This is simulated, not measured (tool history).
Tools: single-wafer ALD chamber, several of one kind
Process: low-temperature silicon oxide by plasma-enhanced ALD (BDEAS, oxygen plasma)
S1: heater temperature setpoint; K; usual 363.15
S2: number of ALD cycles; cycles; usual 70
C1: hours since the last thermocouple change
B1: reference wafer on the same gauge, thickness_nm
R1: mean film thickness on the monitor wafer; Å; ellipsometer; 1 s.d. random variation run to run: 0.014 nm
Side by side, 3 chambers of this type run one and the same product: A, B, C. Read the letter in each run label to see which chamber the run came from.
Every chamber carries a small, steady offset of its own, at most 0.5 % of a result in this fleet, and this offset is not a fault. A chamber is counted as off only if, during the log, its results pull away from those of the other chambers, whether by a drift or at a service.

Run 1C, hour 3.6: usual settings; C1 1806.9; B1 10.6. Result: R1 103.22 Å.
Run 2A, hour 6.7: usual settings; C1 1786.4; B1 10.593. Result: R1 103.27 Å.
Run 3B, hour 11: usual settings; C1 1908; B1 10.599. Result: R1 103.81 Å.
Run 4C, hour 13.9: usual settings; C1 1817.2; B1 10.596. Result: R1 103.16 Å.
Run 5A, hour 16.4: usual settings; C1 1796.1; B1 10.592. Result: R1 103.29 Å.
Run 6B, hour 21.4: usual settings; C1 1918.4; B1 10.588. Result: R1 103.92 Å.
Run 7B, hour 25.8: usual settings but S2 60 cycles; C1 1922.8; B1 10.589. Result: R1 88.926 Å.
Run 8A, hour 28.7: usual settings but S2 60 cycles; C1 1808.4; B1 10.588. Result: R1 88.407 Å.
Run 9C, hour 31.6: usual settings but S2 60 cycles; C1 1834.9; B1 10.586. Result: R1 88.438 Å.
Run 10C, hour 36: usual settings; C1 1839.3; B1 10.585. Result: R1 103.24 Å.
Run 11A, hour 39.1: usual settings but S1 354.15 K, S2 76 cycles; C1 1818.8; B1 10.58. Result: R1 115.57 Å.
Run 12B, hour 43: usual settings but S1 354.15 K, S2 76 cycles; C1 1940; B1 10.583. Result: R1 115.87 Å.
Run 13C, hour 48.1: usual settings but S1 354.15 K, S2 76 cycles; C1 1851.4; B1 10.578. Result: R1 115.37 Å.
Run 14B, hour 50.6: usual settings; C1 1947.6; B1 10.573. Result: R1 103.57 Å.
Run 15A, hour 54.6: usual settings; C1 1834.3; B1 10.578. Result: R1 102.83 Å.
Run 16A, hour 57.9: usual settings; C1 1837.6; B1 10.576. Result: R1 103.06 Å.
Run 17B, hour 60.7: usual settings; C1 1957.7; B1 10.573. Result: R1 103.42 Å.
Run 18C, hour 65.3: usual settings; C1 1868.6; B1 10.569. Result: R1 102.93 Å.
Run 19B, hour 70.4: usual settings but S1 368.15 K, S2 62 cycles; C1 1967.4; B1 10.564. Result: R1 90.245 Å.
Run 20C, hour 72.9: usual settings but S1 368.15 K, S2 62 cycles; C1 1876.2; B1 10.568. Result: R1 89.644 Å.
Run 21A, hour 75.9: usual settings but S1 368.15 K, S2 62 cycles; C1 1855.6; B1 10.565. Result: R1 89.46 Å.
Run 22B, hour 79.2: usual settings but S2 83 cycles; C1 1976.2; B1 10.563. Result: R1 122.72 Å.
Run 23C, hour 83.7: usual settings but S2 83 cycles; C1 1887; B1 10.563. Result: R1 121.82 Å.
Run 24A, hour 88.6: usual settings but S2 83 cycles; C1 1868.3; B1 10.557. Result: R1 121.83 Å.
Run 25B, hour 91.1: usual settings; C1 1988.1; B1 10.555. Result: R1 103.18 Å.
Run 26C, hour 94.8: usual settings; C1 1898.1; B1 10.56. Result: R1 102.86 Å.
Run 27A, hour 100: usual settings; C1 1879.7; B1 10.55. Result: R1 102.85 Å.
Run 28B, hour 104.5: usual settings; C1 2001.5; B1 10.55. Result: R1 103.11 Å.
Run 29C, hour 109.1: usual settings; C1 1912.4; B1 10.549. Result: R1 102.83 Å.
Run 30A, hour 111.5: usual settings; C1 1891.2; B1 10.548. Result: R1 102.83 Å.
Run 31C, hour 115.4: usual settings; C1 1918.7; B1 10.544. Result: R1 102.67 Å.
Run 32A, hour 119.8: usual settings; C1 1899.5; B1 10.542. Result: R1 102.87 Å.
Run 33B, hour 123.1: usual settings; C1 2020.1; B1 10.54. Result: R1 103.24 Å.

Which is it: a chamber that has drifted or been left off by a service, a gauge drift common to all chambers, or only each chamber's usual small offset? If a chamber is off, name it and its likeliest cause.

Every chamber seems to shift together because the gauge that measures them all drifts; the chambers themselves are fine.
Most likely cause: gauge reads low (%) = 0.555.
